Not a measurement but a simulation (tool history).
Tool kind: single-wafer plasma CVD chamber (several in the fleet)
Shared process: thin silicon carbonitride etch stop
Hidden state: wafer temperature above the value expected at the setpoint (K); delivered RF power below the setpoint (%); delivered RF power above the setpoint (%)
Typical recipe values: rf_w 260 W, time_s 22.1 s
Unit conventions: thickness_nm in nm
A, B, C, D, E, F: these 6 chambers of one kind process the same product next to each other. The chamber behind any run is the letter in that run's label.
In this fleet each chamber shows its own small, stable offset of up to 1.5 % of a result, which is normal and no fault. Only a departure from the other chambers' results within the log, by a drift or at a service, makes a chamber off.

run	hour	rf_w	time_s	hours since the last thermocouple change	hours since the last RF generator calibration	read-back reference wafer on the same gauge, thickness_nm	thickness_nm
1F	2.6	260	22.1	1875.3	1232.5	12.896	13.557
2B	5.5	260	22.1	553.8	200.1	12.893	13.453
3A	8.1	260	22.1	29.5	377.9	12.898	13.634
4C	10.5	260	22.1	2279.5	866.2	12.889	13.528
5E	14.7	260	22.1	1475.8	776.8	12.890	13.642
6D	18.2	260	22.1	2128.1	1697.0	12.890	13.623
7C	22.2	260	22.1	2291.2	877.9	12.888	13.542
8B	25.4	260	22.1	573.7	220.0	12.888	13.448
9E	28.6	260	22.1	1489.7	790.7	12.883	13.606
10A	33.0	260	22.1	54.4	402.8	12.882	13.601
11F	35.8	260	22.1	1908.5	1265.7	12.882	13.539
12D	39.5	260	22.1	2149.4	1718.3	12.883	13.619
13A	43.4	260	22.1	64.8	413.2	12.877	13.578
14D	45.7	260	22.1	2155.6	1724.5	12.872	13.603
15B	49.9	260	22.1	598.2	244.5	12.875	13.456
16E	54.3	260	22.1	1515.4	816.4	12.865	13.595
# hour 56.0: chamber F: thermocouple changed; heater temperature recalibrated
17F	57.5	260	22.1	1.6	1287.4	12.864	13.542
18C	60.3	260	22.1	2329.3	916.0	12.870	13.545
19A	63.7	260	22.1	85.1	433.5	12.862	13.573
20B	66.6	260	22.1	614.9	261.2	12.864	13.451
21E	71.8	260	22.1	1532.9	833.9	12.863	13.642
22F	75.2	240	25.7	19.3	1305.1	12.861	15.373
23C	79.2	240	25.7	2348.2	934.9	12.860	15.321
24D	82.8	240	25.7	2192.7	1761.6	12.858	15.455
25A	85.9	240	25.7	107.3	455.7	12.852	15.406
26B	88.2	240	25.7	636.5	282.8	12.852	15.226
27D	92.7	240	25.7	2202.6	1771.5	12.853	15.450
28E	95.2	260	22.1	1556.3	857.3	12.852	13.631
29F	99.9	260	22.1	44.0	1329.8	12.846	13.547
30C	104.8	260	22.1	2373.8	960.5	12.847	13.453
31C	109.1	260	22.1	2378.1	964.8	12.846	13.457
32F	113.7	225	22.1	57.8	1343.6	12.840	12.925
33E	117.1	225	22.1	1578.2	879.2	12.837	13.038
34D	119.8	225	22.1	2229.7	1798.6	12.835	12.957
35A	122.2	225	22.1	143.6	492.0	12.839	12.985
36B	126.3	225	22.1	674.6	320.9	12.831	12.809
37E	129.8	225	22.1	1590.9	891.9	12.834	12.998
38B	134.4	260	22.1	682.7	329.0	12.825	13.407
39A	137.9	245	22.1	159.3	507.7	12.825	13.307
40C	140.5	245	22.1	2409.5	996.2	12.826	13.235

Does one chamber stand apart from the rest, does the shared gauge drift, or is all well apart from small per-chamber offsets? Give the chamber and the most likely cause, where there is one.

The gauge drifts, so all chambers seem to drift together. No chamber is off.
Most likely cause: gauge reads low (%) = 0.596.
